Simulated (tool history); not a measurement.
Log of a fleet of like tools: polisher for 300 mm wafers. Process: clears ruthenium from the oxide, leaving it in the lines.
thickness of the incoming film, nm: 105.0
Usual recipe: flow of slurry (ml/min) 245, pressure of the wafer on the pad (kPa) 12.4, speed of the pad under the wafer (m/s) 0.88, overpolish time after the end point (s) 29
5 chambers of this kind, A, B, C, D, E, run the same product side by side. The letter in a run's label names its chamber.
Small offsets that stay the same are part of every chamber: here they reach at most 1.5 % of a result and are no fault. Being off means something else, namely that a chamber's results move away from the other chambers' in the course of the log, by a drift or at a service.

| run | hour | flow of slurry (ml/min) | pressure of the wafer on the pad (kPa) | speed of the pad under the wafer (m/s) | overpolish time after the end point (s) | wafers polished on this pad | hours since the slurry nozzle was cleaned | hours since the head pressure was calibrated | time until the end point was called (s) |
|---|---|---|---|---|---|---|---|---|---|
|  | 5.6 | chamber A: worn pad replaced by a new one |
| 1A | 9.8 | 245 | 12.4 | 0.88 | 29 | 33 | 78.2 | 271.2 | 111.18 |
| 2C | 18 | 245 | 12.4 | 0.88 | 29 | 727 | 119.3 | 226.2 | 113.56 |
| 3D | 24.3 | 245 | 12.4 | 0.88 | 29 | 884 | 198.8 | 416.4 | 111.25 |
| 4E | 33.8 | 245 | 12.4 | 0.88 | 29 | 753 | 305.6 | 647 | 112 |
| 5B | 39.4 | 245 | 12.4 | 0.88 | 29 | 921 | 243.2 | 456 | 113.55 |
|  | 39.9 | chamber C: worn pad replaced by a new one |
|  | 40.5 | chamber E: worn pad replaced by a new one |
| 6A | 49 | 245 | 12.4 | 0.88 | 29 | 343 | 117.4 | 310.4 | 111.48 |
| 7B | 55 | 245 | 12.4 | 0.88 | 29 | 1045 | 258.8 | 471.6 | 111.08 |
| 8E | 64.7 | 245 | 12.4 | 0.88 | 29 | 192 | 336.5 | 677.9 | 109.67 |
| 9D | 73 | 245 | 12.4 | 0.88 | 29 | 1269 | 247.5 | 465.1 | 112.44 |
|  | 73.8 | chamber B: slurry nozzle cleaned |
| 10C | 79.3 | 245 | 12.4 | 0.88 | 29 | 311 | 180.6 | 287.5 | 110.85 |
|  | 84.1 | chamber D: worn pad replaced by a new one |
| 11C | 87.7 | 245 | 12.4 | 0.88 | 29 | 378 | 189 | 295.9 | 111.57 |
| 12D | 92.1 | 245 | 12.4 | 0.88 | 29 | 63 | 266.6 | 484.2 | 112.77 |
| 13A | 100.4 | 245 | 12.4 | 0.88 | 29 | 750 | 168.8 | 361.8 | 113.35 |
| 14E | 106 | 245 | 12.4 | 0.98 | 39 | 519 | 377.8 | 719.2 | 101.55 |
|  | 107.5 | chamber B: worn pad replaced by a new one |
| 15B | 112.9 | 245 | 12.4 | 0.98 | 39 | 43 | 39.1 | 529.5 | 104.14 |
| 16D | 121.3 | 245 | 12.4 | 0.98 | 39 | 294 | 295.8 | 513.4 | 100.97 |
| 17E | 130.9 | 245 | 12.4 | 0.98 | 39 | 716 | 402.7 | 744.1 | 100.94 |
|  | 134.1 | chamber C: worn pad replaced by a new one |
| 18A | 139.3 | 245 | 12.4 | 0.98 | 39 | 1058 | 207.7 | 400.7 | 101.1 |
|  | 140.5 | chamber E: worn pad replaced by a new one |
| 19B | 144 | 245 | 12.4 | 0.88 | 29 | 289 | 70.2 | 560.6 | 113.25 |
|  | 148.1 | chamber A: worn pad replaced by a new one |
|  | 149.4 | chamber E: slurry nozzle cleaned |
| 20C | 152.8 | 320 | 12.4 | 1.08 | 29 | 148 | 254.1 | 361 | 86.105 |
| 21A | 158.2 | 320 | 12.4 | 1.08 | 29 | 80 | 226.6 | 419.6 | 88.228 |
| 22C | 163.1 | 320 | 12.4 | 1.08 | 29 | 229 | 264.4 | 371.3 | 87.151 |
|  | 169 | chamber A: head pressure recalibrated |
| 23D | 171.6 | 320 | 12.4 | 1.08 | 29 | 692 | 346.1 | 563.7 | 90.127 |
| 24E | 178.9 | 320 | 12.4 | 1.08 | 29 | 304 | 29.5 | 792.1 | 88.899 |
| 25B | 185.8 | 245 | 12.4 | 0.88 | 29 | 620 | 112 | 602.4 | 112.38 |
| 26D | 195.1 | 245 | 12.4 | 0.88 | 29 | 878 | 369.6 | 587.2 | 113.01 |
| 27E | 203.9 | 245 | 12.4 | 0.88 | 29 | 502 | 54.5 | 817.1 | 112.54 |
| 28A | 208.2 | 245 | 12.4 | 0.88 | 29 | 476 | 276.6 | 39.2 | 112.34 |
|  | 211.9 | chamber D: slurry nozzle cleaned |
|  | 213 | chamber D: worn pad replaced by a new one |
| 29B | 216.9 | 245 | 12.4 | 0.88 | 29 | 866 | 143.1 | 633.5 | 114.12 |
| 30C | 222.4 | 245 | 12.4 | 0.88 | 29 | 698 | 323.7 | 430.6 | 108.14 |
|  | 224.1 | chamber C: worn pad replaced by a new one |
| 31E | 228.3 | 245 | 12.4 | 0.88 | 29 | 695 | 78.9 | 841.5 | 111.43 |
| 32C | 237.9 | 245 | 12.4 | 0.88 | 29 | 109 | 339.2 | 446.1 | 106.52 |
| 33A | 246.3 | 245 | 12.4 | 0.88 | 29 | 777 | 314.7 | 77.3 | 110.44 |
| 34D | 253 | 245 | 12.4 | 0.88 | 29 | 316 | 41.1 | 645.1 | 112.84 |
|  | 255.6 | chamber E: worn pad replaced by a new one |
| 35B | 260.8 | 245 | 12.4 | 0.88 | 29 | 1213 | 187 | 677.4 | 113.45 |
| 36B | 269 | 245 | 12.4 | 0.88 | 29 | 1278 | 195.2 | 685.6 | 111.95 |
| 37E | 275.2 | 245 | 12.4 | 0.88 | 29 | 155 | 125.8 | 888.4 | 113.81 |
|  | 278.1 | chamber B: worn pad replaced by a new one |
| 38D | 280 | 245 | 12.4 | 0.88 | 29 | 530 | 68.1 | 672.1 | 111.68 |
| 39A | 286.6 | 245 | 12.4 | 0.88 | 29 | 1096 | 355 | 117.6 | 112.24 |
| 40C | 295.6 | 245 | 12.4 | 0.88 | 29 | 566 | 396.9 | 503.8 | 106.57 |
| 41C | 303.2 | 245 | 12.4 | 0.88 | 29 | 626 | 404.5 | 511.4 | 107.77 |
| 42B | 307.8 | 245 | 12.4 | 0.88 | 29 | 235 | 234 | 724.4 | 113.02 |
| 43E | 316.3 | 245 | 12.4 | 0.88 | 29 | 480 | 166.9 | 929.5 | 112.21 |
| 44D | 323.5 | 245 | 12.4 | 0.88 | 29 | 874 | 111.6 | 715.6 | 112.56 |

Has any chamber moved away from the others, gradually or after a service, or does the common gauge drift, or do the chambers differ only by their own small steady offsets? State the chamber and the most likely cause if one applies.

One chamber, C, drifts off from the rest bit by bit.
What lies behind it: head's pressure above its setpoint, % = 6.65.

Which of the 4 candidates below, each the usual settings with something changed and its results left as question marks, puts chamber C back in line with what the other chambers give on the usual settings?
Counts as in line when no further than this from what the other chambers average on the usual settings: time until the end point was called (s) 3.9
| 45C-1 | 330.5 | 245 | 13.1 | 0.94 | 29 |  |  |  | ? |
| 45C-2 | 330.5 | 245 | 11 | 0.88 | 29 |  |  |  | ? |
| 45C-3 | 330.5 | 245 | 12.4 | 0.82 | 29 |  |  |  | ? |
| 45C-4 | 330.5 | 245 | 13.1 | 0.9 | 29 |  |  |  | ? |

Mean of the other chambers on the usual settings: time until the end point was called (s) 112.3
| run | time until the end point was called (s) |
|---|---|
| 45C-1 | 92.98 |
| 45C-2 | 117.79 |
| 45C-3 | 112.66 |
| 45C-4 | 97.173 |
45C-3 brings the chamber back in line.
